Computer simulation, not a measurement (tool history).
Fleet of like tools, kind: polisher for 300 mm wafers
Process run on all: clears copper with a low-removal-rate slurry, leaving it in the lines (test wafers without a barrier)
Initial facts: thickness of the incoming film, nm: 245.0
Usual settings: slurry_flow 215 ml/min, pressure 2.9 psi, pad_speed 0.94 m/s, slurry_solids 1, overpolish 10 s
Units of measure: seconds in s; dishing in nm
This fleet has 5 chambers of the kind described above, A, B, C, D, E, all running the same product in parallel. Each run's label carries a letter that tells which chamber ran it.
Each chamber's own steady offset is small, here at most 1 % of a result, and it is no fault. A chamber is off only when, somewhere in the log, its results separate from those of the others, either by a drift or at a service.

run,hour,slurry_flow,pressure,pad_speed,slurry_solids,overpolish,wafers polished on this pad,hours since the slurry nozzle was cleaned,hours since the head pressure was calibrated,hours since the slurry blender was calibrated,seconds,dishing
1B,5.4,215,2.9,0.94,1,10,315,286.9,518.8,86.9,81.098,17.324
2A,10.4,215,2.9,0.94,1,10,1258,64.6,675.3,59.3,80.063,16.166
3E,19.5,215,2.9,0.94,1,10,567,35.2,359.3,26.8,79.167,16.594
# hour 25.1: chamber C: slurry blender recalibrated
4D,28.4,215,2.9,0.94,1,10,747,400.9,805.7,115.3,81.381,16.262
5C,33.6,215,2.9,0.94,1,10,777,677,709.1,8.5,79.83,16.841
6B,41.3,215,2.9,0.94,1,10,522,322.8,554.7,122.8,79.841,16.65
# hour 44.6: chamber A: worn pad replaced by a new one
# hour 50.2: chamber E: worn pad replaced by a new one
7E,51.3,215,2.9,0.94,1,10,6,67,391.1,58.6,80.173,16.783
8C,56.9,215,2.9,0.94,1,10,911,700.3,732.4,31.8,82.258,16.458
9D,64.5,215,2.9,0.94,1,10,955,437,841.8,151.4,79.498,16.24
# hour 70.8: chamber B: slurry nozzle cleaned
10A,74.8,215,2.9,0.94,1,10,174,129,739.7,123.7,80.966,16.076
# hour 77.7: chamber C: slurry nozzle cleaned
11A,83.7,215,2.9,0.94,1,10,226,137.9,748.6,132.6,81.181,16.098
12C,91.1,215,2.9,0.94,1,10,1109,13.5,766.6,66,82.639,16.409
13D,97.1,215,2.9,0.94,1,10,1144,469.6,874.4,184,79.368,16.065
14E,105.7,215,2.9,0.94,1,10,320,121.4,445.5,113,79.539,16.167
15B,116.1,215,2.9,0.94,1,10,954,45.3,629.5,197.6,80.033,16.578
16B,125.7,215,2.9,0.94,0.8,10,1010,54.9,639.1,207.2,83.171,16.158
17A,130.4,215,2.9,0.94,0.8,10,496,184.6,795.3,179.3,83.013,15.362
18C,136.4,215,2.9,0.94,0.8,10,1371,58.8,811.9,111.3,84.48,16.069
19E,141.6,215,2.9,0.94,0.8,10,528,157.3,481.4,148.9,86.06,16.038
20D,146.5,215,2.9,0.94,0.8,10,1429,519,923.8,233.4,85.851,15.176
21B,155.8,215,3.7,0.94,1,10,1184,85,669.2,237.3,63.04,18.693
22C,160.3,215,3.7,0.94,1,10,1509,82.7,835.8,135.2,64.298,18.78
# hour 168.3: chamber C: worn pad replaced by a new one
23E,169.3,215,3.7,0.94,1,10,688,185,509.1,176.6,61.557,18.947
24D,178.1,215,3.7,0.94,1,10,1612,550.6,955.4,265,65.877,18.269
# hour 178.2: chamber A: slurry blender recalibrated
# hour 179.1: chamber E: worn pad replaced by a new one
25A,183.2,215,3.7,0.94,1,10,801,237.4,848.1,5,63.493,19.068
# hour 184.6: chamber A: head pressure recalibrated
# hour 188.5: chamber D: slurry nozzle cleaned
26A,192.6,285,2.9,0.94,1,10,855,246.8,8.1,14.4,78.917,16.597
# hour 193.5: chamber B: worn pad replaced by a new one
27B,202.8,285,2.9,0.94,1,10,54,132,716.2,284.3,77.251,17.198
28C,209.3,285,2.9,0.94,1,10,236,131.7,884.8,184.2,77.999,17.144
29E,218.5,285,2.9,0.94,1,10,228,234.2,558.3,225.8,77.629,17.2
# hour 220.9: chamber B: head pressure recalibrated
30D,222.9,285,2.9,0.94,1,10,1870,34.5,1000.2,309.8,81.734,15.453
31B,227.7,215,2.3,1.06,1,10,197,156.9,6.8,309.2,89.232,14.86
32A,233.8,215,2.3,1.06,1,10,1093,288,49.3,55.6,90.678,14.761
33C,243.9,215,2.3,1.06,1,10,436,166.3,919.4,218.8,91.671,14.992
34E,250.6,215,2.3,1.06,1,10,413,266.3,590.4,257.9,90.295,15.247
35D,259,215,2.3,1.06,1,10,2079,70.6,1036.3,345.9,98.764,13.845
36B,264.8,215,2.9,0.94,1,10,412,194,43.9,346.3,80.731,16.527
37E,270.1,215,2.9,0.94,1,10,526,285.8,609.9,277.4,81.393,16.192
38C,275.1,215,2.9,0.94,1,10,617,197.5,950.6,250,83.645,16.45
39A,281.8,215,2.9,0.94,1,10,1370,336,97.3,103.6,79.679,15.965

One chamber off, gauge drift, or nothing amiss beyond the chambers' own small offsets? If it is a chamber, which one, and what is the likeliest cause?

Chamber D drifts away from the others.
What lies behind it: removal rate lost through wear of the pad, % = 10.1.
The log may not separate it from: head's pressure below its setpoint, %; abrasive missing from the slurry, %.

Below are 4 candidate recipes for chamber D's next run, each the usual settings with a change, their results shown as question marks. Which of them brings D's results back in line with what the other chambers give on the usual settings?
A result is in line if it is within this distance of the other chambers' mean on the usual settings: seconds 3.9 s; dishing 0.96 nm
40D-1,289.2,215,3.1,0.98,1,10,,,,,?,?
40D-2,289.2,220,3.2,1.02,1,10,,,,,?,?
40D-3,289.2,210,2.6,0.86,1,10,,,,,?,?
40D-4,289.2,215,2.7,0.9,1,10,,,,,?,?

What the other chambers average on the usual settings: seconds 80.711 s; dishing 16.364 nm
run,seconds,dishing
40D-1,80.423,16.181
40D-2,74.62,16.98
40D-3,109.83,13.006
40D-4,100.72,13.848
40D-1 is the one that brings the chamber's results back in line with the other chambers.

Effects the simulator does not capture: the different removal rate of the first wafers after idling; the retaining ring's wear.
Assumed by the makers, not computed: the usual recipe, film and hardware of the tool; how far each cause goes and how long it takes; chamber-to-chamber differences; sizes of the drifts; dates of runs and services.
